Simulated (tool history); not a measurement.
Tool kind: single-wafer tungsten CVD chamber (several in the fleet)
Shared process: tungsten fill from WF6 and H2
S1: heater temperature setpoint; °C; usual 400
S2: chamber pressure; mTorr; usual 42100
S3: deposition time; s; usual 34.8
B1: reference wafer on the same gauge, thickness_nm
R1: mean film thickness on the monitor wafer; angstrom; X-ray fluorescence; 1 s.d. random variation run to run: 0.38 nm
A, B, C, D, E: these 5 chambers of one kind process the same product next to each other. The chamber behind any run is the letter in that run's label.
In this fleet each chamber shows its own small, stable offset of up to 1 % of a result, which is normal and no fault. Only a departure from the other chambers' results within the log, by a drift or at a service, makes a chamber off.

Run 1D, hour 4.4: usual settings; B1 119.98. Result: R1 1195.40 angstrom.
Run 2B, hour 8.6: usual settings; B1 120.01. Result: R1 1182.80 angstrom.
Run 3A, hour 11.8: usual settings; B1 119.97. Result: R1 1194.40 angstrom.
Run 4E, hour 15.2: usual settings; B1 120.02. Result: R1 1172.60 angstrom.
Run 5C, hour 19.1: usual settings but S2 37800 mTorr, S3 41.3 s; B1 120.04. Result: R1 1330.40 angstrom.
Run 6B, hour 21.4: usual settings but S2 37800 mTorr, S3 41.3 s; B1 120.10. Result: R1 1333.80 angstrom.
Run 7A, hour 23.6: usual settings but S2 37800 mTorr, S3 41.3 s; B1 120.05. Result: R1 1355.80 angstrom.
Run 8E, hour 28.2: usual settings but S2 37800 mTorr, S3 41.3 s; B1 119.95. Result: R1 1323.80 angstrom.
Run 9C, hour 32.2: usual settings but S2 37800 mTorr, S3 41.3 s; B1 119.93. Result: R1 1344.10 angstrom.
Run 10D, hour 36.6: usual settings; B1 120.08. Result: R1 1196.70 angstrom.
Run 11B, hour 38.9: usual settings; B1 120.05. Result: R1 1170.70 angstrom.
Run 12C, hour 42.0: usual settings; B1 119.97. Result: R1 1181.40 angstrom.
Run 13A, hour 44.3: usual settings; B1 119.83. Result: R1 1197.80 angstrom.
Run 14D, hour 48.4: usual settings; B1 119.93. Result: R1 1201.60 angstrom.
Run 15E, hour 51.3: usual settings; B1 120.04. Result: R1 1172.80 angstrom.
Run 16C, hour 55.8: usual settings; B1 120.08. Result: R1 1189.30 angstrom.
Run 17E, hour 57.9: usual settings; B1 120.01. Result: R1 1174.60 angstrom.
Run 18A, hour 60.9: usual settings; B1 120.02. Result: R1 1195.00 angstrom.
Run 19B, hour 64.6: usual settings but S2 47700 mTorr, S3 39.1 s; B1 119.95. Result: R1 1399.10 angstrom.
At hour 66.3: chamber B: capacitance manometer re-zeroed and calibrated.
Run 20D, hour 69.1: usual settings but S2 47700 mTorr, S3 39.1 s; B1 120.00. Result: R1 1428.30 angstrom.
Run 21A, hour 72.9: usual settings but S2 47700 mTorr, S3 39.1 s; B1 119.92. Result: R1 1418.10 angstrom.
Run 22C, hour 75.1: usual settings but S2 47700 mTorr, S3 39.1 s; B1 119.93. Result: R1 1404.80 angstrom.
Run 23D, hour 79.4: usual settings but S2 47700 mTorr, S3 39.1 s; B1 119.91. Result: R1 1419.80 angstrom.
Run 24B, hour 82.8: usual settings but S1 410 °C, S3 30.4 s; B1 119.93. Result: R1 1185.90 angstrom.
Run 25E, hour 85.7: usual settings but S1 410 °C, S3 30.4 s; B1 120.07. Result: R1 1222.00 angstrom.
Run 26D, hour 89.5: usual settings but S1 410 °C, S3 30.4 s; B1 120.09. Result: R1 1244.80 angstrom.
Run 27E, hour 92.8: usual settings but S1 410 °C, S3 30.4 s; B1 120.00. Result: R1 1222.10 angstrom.
Run 28C, hour 95.1: usual settings but S1 410 °C, S3 30.4 s; B1 119.98. Result: R1 1227.10 angstrom.
Run 29B, hour 97.4: usual settings; B1 120.04. Result: R1 1133.50 angstrom.
Run 30A, hour 100.3: usual settings but S1 405 °C, S2 33400 mTorr; B1 120.00. Result: R1 1170.20 angstrom.
Run 31C, hour 103.6: usual settings but S1 405 °C, S2 33400 mTorr; B1 119.90. Result: R1 1165.20 angstrom.
Run 32D, hour 108.1: usual settings but S1 405 °C, S2 33400 mTorr; B1 120.00. Result: R1 1172.70 angstrom.
Run 33E, hour 112.6: usual settings but S1 405 °C, S2 33400 mTorr; B1 120.06. Result: R1 1139.40 angstrom.
Run 34B, hour 114.9: usual settings but S1 405 °C, S2 33400 mTorr; B1 119.94. Result: R1 1119.00 angstrom.
Run 35A, hour 117.2: usual settings; B1 119.94. Result: R1 1196.00 angstrom.
Run 36C, hour 121.1: usual settings; B1 120.04. Result: R1 1181.60 angstrom.
Run 37B, hour 124.2: usual settings; B1 119.89. Result: R1 1138.30 angstrom.
Run 38A, hour 127.3: usual settings; B1 120.07. Result: R1 1195.50 angstrom.
Run 39E, hour 131.2: usual settings; B1 120.09. Result: R1 1173.30 angstrom.
Run 40D, hour 134.4: usual settings but S1 385 °C, S3 29.3 s; B1 120.03. Result: R1 755.24 angstrom.
Run 41B, hour 138.5: usual settings but S1 385 °C, S3 29.3 s; B1 120.06. Result: R1 717.17 angstrom.
Run 42A, hour 142.7: usual settings but S1 385 °C, S3 29.3 s; B1 120.02. Result: R1 757.41 angstrom.

All 5 chambers run these settings next. Forecast each chamber's results:
Run 43A, hour 145.9: usual settings. Result: R1 ?.
Run 43B, hour 145.9: usual settings. Result: R1 ?.
Run 43C, hour 145.9: usual settings. Result: R1 ?.
Run 43D, hour 145.9: usual settings. Result: R1 ?.
Run 43E, hour 145.9: usual settings. Result: R1 ?.

run       R1
43A  1202.10
43B  1142.40
43C  1189.40
43D  1198.50
43E  1171.20
